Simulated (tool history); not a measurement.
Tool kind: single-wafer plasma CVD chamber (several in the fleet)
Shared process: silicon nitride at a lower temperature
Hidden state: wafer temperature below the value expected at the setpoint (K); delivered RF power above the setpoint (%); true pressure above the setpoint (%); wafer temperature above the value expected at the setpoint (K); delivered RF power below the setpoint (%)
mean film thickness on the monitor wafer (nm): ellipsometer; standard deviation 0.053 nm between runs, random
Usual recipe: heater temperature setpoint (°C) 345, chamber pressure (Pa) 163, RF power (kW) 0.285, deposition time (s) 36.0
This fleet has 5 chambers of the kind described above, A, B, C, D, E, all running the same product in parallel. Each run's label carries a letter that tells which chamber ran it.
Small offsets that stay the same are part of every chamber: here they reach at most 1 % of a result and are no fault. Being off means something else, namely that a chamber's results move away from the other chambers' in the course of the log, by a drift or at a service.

run   hour  heater temperature setpoint (°C)  chamber pressure (Pa)  RF power (kW)  deposition time (s)  hours since the last thermocouple change  hours since the last RF generator calibration  hours since the last manometer calibration  read-back reference wafer on the same gauge, thickness_nm  mean film thickness on the monitor wafer (nm)
 1B    7.7                               345                    163          0.285                 36.0                                     207.6                                          467.3                                      2909.0                                                     33.814                                         37.864
 2C   15.0                               345                    163          0.285                 36.0                                     662.0                                         1992.2                                      1208.0                                                     33.798                                         38.105
 3E   23.8                               345                    163          0.285                 36.0                                     317.3                                          832.6                                      1117.4                                                     33.814                                         37.762
 4A   35.1                               345                    163          0.285                 36.0                                    1256.7                                          451.0                                       962.5                                                     33.814                                         37.974
 5D   45.5                               345                    163          0.285                 36.0                                    1580.8                                          853.0                                       700.2                                                     33.830                                         38.335
      49.3  -- chamber D: RF generator calibrated
 6E   57.5                               345                    163          0.285                 36.0                                     351.0                                          866.3                                      1151.1                                                     33.814                                         37.821
 7D   66.8                               345                    163          0.285                 36.0                                    1602.1                                           17.6                                       721.5                                                     33.828                                         38.121
 8A   75.0                               345                    147          0.285                 36.0                                    1296.6                                          490.9                                      1002.4                                                     33.845                                         36.832
 9B   82.5                               345                    147          0.285                 36.0                                     282.4                                          542.1                                      2983.8                                                     33.829                                         36.667
      86.4  -- chamber C: capacitance manometer re-zeroed and calibrated
10C   92.2                               345                    147          0.285                 36.0                                     739.2                                         2069.4                                         5.8                                                     33.838                                         36.876
11C   98.6                               345                    147          0.285                 36.0                                     745.6                                         2075.8                                        12.2                                                     33.846                                         36.937
12A  111.4                               345                    147          0.285                 36.0                                    1333.0                                          527.3                                      1038.8                                                     33.850                                         36.876
13E  120.1                               345                    163          0.285                 36.0                                     413.6                                          928.9                                      1213.7                                                     33.860                                         37.796
14D  130.1                               345                    163          0.285                 36.0                                    1665.4                                           80.9                                       784.8                                                     33.846                                         38.233
     134.4  -- chamber D: thermocouple changed; heater temperature recalibrated
15B  143.3                               345                    163          0.260                 36.0                                     343.2                                          602.9                                      3044.6                                                     33.855                                         35.628
     155.7  -- chamber E: capacitance manometer re-zeroed and calibrated
16B  157.0                               345                    163          0.260                 36.0                                     356.9                                          616.6                                      3058.3                                                     33.871                                         35.658
17C  170.1                               345                    163          0.260                 36.0                                     817.1                                         2147.3                                        83.7                                                     33.873                                         35.853
18E  177.5                               345                    163          0.260                 36.0                                     471.0                                          986.3                                        21.9                                                     33.874                                         35.548
19A  191.0                               345                    163          0.260                 36.0                                    1412.6                                          606.9                                      1118.4                                                     33.867                                         35.719
     199.2  -- chamber E: RF generator calibrated
20D  201.7                               345                    163          0.285                 36.0                                      67.4                                          152.5                                       856.4                                                     33.876                                         38.344
21A  210.4                               345                    163          0.285                 36.0                                    1432.0                                          626.3                                      1137.8                                                     33.885                                         38.095
22E  223.8                               345                    163          0.240                 30.6                                     517.3                                           24.6                                        68.2                                                     33.903                                         28.637
23C  236.0                               345                    163          0.240                 30.6                                     883.0                                         2213.2                                       149.6                                                     33.896                                         28.824
24B  245.2                               345                    163          0.240                 30.6                                     445.1                                          704.8                                      3146.5                                                     33.917                                         28.599
25D  251.7                               345                    163          0.240                 30.6                                     117.4                                          202.5                                       906.4                                                     33.911                                         28.996
26C  260.5                               345                    163          0.240                 30.6                                     907.5                                         2237.7                                       174.1                                                     33.925                                         28.791
27B  267.1                               345                    163          0.285                 36.0                                     467.0                                          726.7                                      3168.4                                                     33.898                                         37.960
28E  275.4                               345                    163          0.285                 36.0                                     568.9                                           76.2                                       119.8                                                     33.912                                         37.774
29A  285.8                               345                    163          0.285                 36.0                                    1507.4                                          701.7                                      1213.2                                                     33.930                                         38.151
30D  297.3                               345                    163          0.285                 36.0                                     163.0                                          248.1                                       952.0                                                     33.927                                         38.435
     304.1  -- chamber A: capacitance manometer re-zeroed and calibrated
     305.7  -- chamber B: capacitance manometer re-zeroed and calibrated
31D  309.5                               345                    163          0.285                 36.0                                     175.2                                          260.3                                       964.2                                                     33.929                                         38.328
     315.5  -- chamber C: RF generator calibrated
32A  320.2                               345                    163          0.285                 36.0                                    1541.8                                          736.1                                        16.2                                                     33.937                                         38.086
33B  328.4                               345                    163          0.285                 36.0                                     528.3                                          788.0                                        22.7                                                     33.941                                         38.048
     337.0  -- chamber C: thermocouple changed; heater temperature recalibrated
34E  339.1                               345                    148          0.285                 36.0                                     632.6                                          139.9                                       183.5                                                     33.946                                         36.865
35C  346.5                               345                    148          0.285                 36.0                                       9.5                                           31.0                                       260.1                                                     33.949                                         37.170
36A  358.5                               345                    148          0.285                 36.0                                    1580.1                                          774.4                                        54.5                                                     33.964                                         37.084
37C  367.2                               345                    148          0.285                 36.0                                      30.2                                           51.7                                       280.8                                                     33.947                                         37.266
38B  373.7                               345                    148          0.285                 36.0                                     573.6                                          833.3                                        68.0                                                     33.958                                         36.949
39D  381.8                               345                    163          0.285                 36.0                                     247.5                                          332.6                                      1036.5                                                     33.963                                         38.367
40E  391.2                               345                    163          0.285                 36.0                                     684.7                                          192.0                                       235.6                                                     33.962                                         37.923
41B  403.7                               345                    196          0.285                 36.0                                     603.6                                          863.3                                        98.0                                                     33.976                                         40.123
42C  414.4                               345                    196          0.285                 36.0                                      77.4                                           98.9                                       328.0                                                     33.975                                         40.311
43E  424.8                               345                    196          0.285                 36.0                                     718.3                                          225.6                                       269.2                                                     33.992                                         39.971
44A  433.4                               345                    196          0.285                 36.0                                    1655.0                                          849.3                                       129.4                                                     33.989                                         40.403

Decide between three cases: one chamber stands off from its peers, the gauge reading all wafers drifts, or nothing is wrong past each chamber's small offset. Where a chamber is off, say which and what most likely put it there.

No chamber is off; the gauge reading every chamber's wafers drifts, which makes the whole fleet appear to move together.
What lies behind it: gauge reads high (%) = 0.574.
